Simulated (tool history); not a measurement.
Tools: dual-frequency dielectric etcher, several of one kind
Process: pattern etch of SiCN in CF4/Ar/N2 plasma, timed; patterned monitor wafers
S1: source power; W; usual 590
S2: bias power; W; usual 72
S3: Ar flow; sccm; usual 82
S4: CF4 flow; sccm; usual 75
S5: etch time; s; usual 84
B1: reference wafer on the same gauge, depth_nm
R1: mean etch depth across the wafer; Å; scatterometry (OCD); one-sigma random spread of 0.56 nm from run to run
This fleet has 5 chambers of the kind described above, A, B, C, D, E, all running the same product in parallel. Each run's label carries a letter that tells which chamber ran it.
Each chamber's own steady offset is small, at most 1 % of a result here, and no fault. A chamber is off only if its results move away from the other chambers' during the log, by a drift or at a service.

-- hour=0.2 chamber D: CF4 flow controller replaced
run 1B hour=11.1 | S1=590 S2=72 S3=82 S4=75 S5=84 | B1=77.173 | R1=958.06
-- hour=13.9 chamber C: wet clean of the chamber
run 2E hour=22.2 | S1=590 S2=72 S3=82 S4=75 S5=84 | B1=77.213 | R1=941.31
run 3A hour=29.1 | S1=590 S2=72 S3=82 S4=75 S5=84 | B1=77.221 | R1=946.38
run 4C hour=37.4 | S1=590 S2=72 S3=82 S4=75 S5=84 | B1=77.285 | R1=948.98
run 5D hour=49.6 | S1=590 S2=72 S3=82 S4=75 S5=84 | B1=77.175 | R1=958.57
run 6C hour=63.4 | S1=590 S2=72 S3=82 S4=75 S5=84 | B1=77.222 | R1=952.17
run 7A hour=78.1 | S1=590 S2=72 S3=82 S4=75 S5=84 | B1=77.159 | R1=941.16
run 8E hour=88 | S1=590 S2=72 S3=82 S4=75 S5=84 | B1=77.231 | R1=956.42
-- hour=88.3 chamber A: source power generator calibrated
run 9D hour=104.1 | S1=590 S2=72 S3=82 S4=75 S5=84 | B1=77.304 | R1=957.98
run 10B hour=116.5 | S1=590 S2=72 S3=82 S4=75 S5=84 | B1=77.302 | R1=953.68
-- hour=128.8 chamber A: wet clean of the chamber
run 11A hour=132.6 | S1=590 S2=72 S3=82 S4=75 S5=84 | B1=77.146 | R1=945.16
run 12C hour=140 | S1=450 S2=80 S3=82 S4=75 S5=84 | B1=77.128 | R1=777.33
run 13E hour=148.1 | S1=450 S2=80 S3=82 S4=75 S5=84 | B1=77.249 | R1=773.1
run 14B hour=155.3 | S1=450 S2=80 S3=82 S4=75 S5=84 | B1=77.225 | R1=779.53
run 15D hour=166.1 | S1=450 S2=80 S3=82 S4=75 S5=84 | B1=77.103 | R1=787.52
run 16C hour=178 | S1=450 S2=80 S3=82 S4=75 S5=84 | B1=77.175 | R1=781
run 17B hour=188.9 | S1=500 S2=78 S3=82 S4=75 S5=84 | B1=77.245 | R1=845.39
run 18A hour=197.8 | S1=500 S2=78 S3=82 S4=75 S5=84 | B1=77.165 | R1=831.39
run 19D hour=213.4 | S1=500 S2=78 S3=82 S4=75 S5=84 | B1=77.089 | R1=857.61
run 20E hour=222.1 | S1=500 S2=78 S3=82 S4=75 S5=84 | B1=77.244 | R1=828.61
run 21B hour=229.8 | S1=500 S2=78 S3=82 S4=75 S5=84 | B1=77.117 | R1=844.12
run 22C hour=237.6 | S1=590 S2=72 S3=82 S4=75 S5=84 | B1=77.241 | R1=955.56
-- hour=242.9 chamber A: CF4 flow controller replaced
run 23D hour=246.9 | S1=590 S2=72 S3=82 S4=75 S5=84 | B1=77.096 | R1=952.09
-- hour=252.4 chamber D: wet clean of the chamber
run 24E hour=262.7 | S1=590 S2=72 S3=82 S4=75 S5=84 | B1=77.248 | R1=927.06
run 25A hour=273 | S1=590 S2=72 S3=82 S4=75 S5=84 | B1=77.23 | R1=961.73
run 26D hour=283.6 | S1=590 S2=72 S3=82 S4=75 S5=84 | B1=77.18 | R1=970.88
run 27A hour=291.9 | S1=590 S2=72 S3=82 S4=75 S5=84 | B1=77.173 | R1=948.26
run 28E hour=300.4 | S1=590 S2=72 S3=82 S4=75 S5=84 | B1=77.275 | R1=908.9
-- hour=308.9 chamber B: wet clean of the chamber
run 29C hour=314 | S1=590 S2=72 S3=82 S4=75 S5=84 | B1=77.123 | R1=948.94
run 30B hour=326.1 | S1=590 S2=72 S3=82 S4=75 S5=84 | B1=77.133 | R1=956.66
run 31C hour=342 | S1=590 S2=72 S3=82 S4=75 S5=84 | B1=77.186 | R1=948.53

Does one chamber stand apart from the rest, does the shared gauge drift, or is all well apart from small per-chamber offsets? Give the chamber and the most likely cause, where there is one.

One chamber, E, drifts off from the rest bit by bit.
Likeliest cause: etch rate under this chamber's usual, % = 3.99.
With only this log, it may be confused with: source power that arrives under what is set, %.

Below are 4 candidate recipes for chamber E's next run, each the usual settings with a change, their results shown as question marks. Which of them brings E's results back in line with what the other chambers give on the usual settings?
To be in line, a result may differ from the other chambers' mean on the usual settings by at most: R1 19 Å
run 32E-1 hour=353.5 | S1=610 S2=73 S3=82 S4=75 S5=88 | R1=?
run 32E-2 hour=353.5 | S1=570 S2=71 S3=82 S4=75 S5=80.5 | R1=?
run 32E-3 hour=353.5 | S1=570 S2=72 S3=83 S4=75 S5=84 | R1=?
run 32E-4 hour=353.5 | S1=590 S2=72 S3=82 S4=96 S5=84 | R1=?

Usual-settings mean across the other chambers: R1 952.09 Å
run=32E-1 R1=994.69
run=32E-2 R1=849.77
run=32E-3 R1=889.24
run=32E-4 R1=949.13
32E-4 brings the chamber back in line.
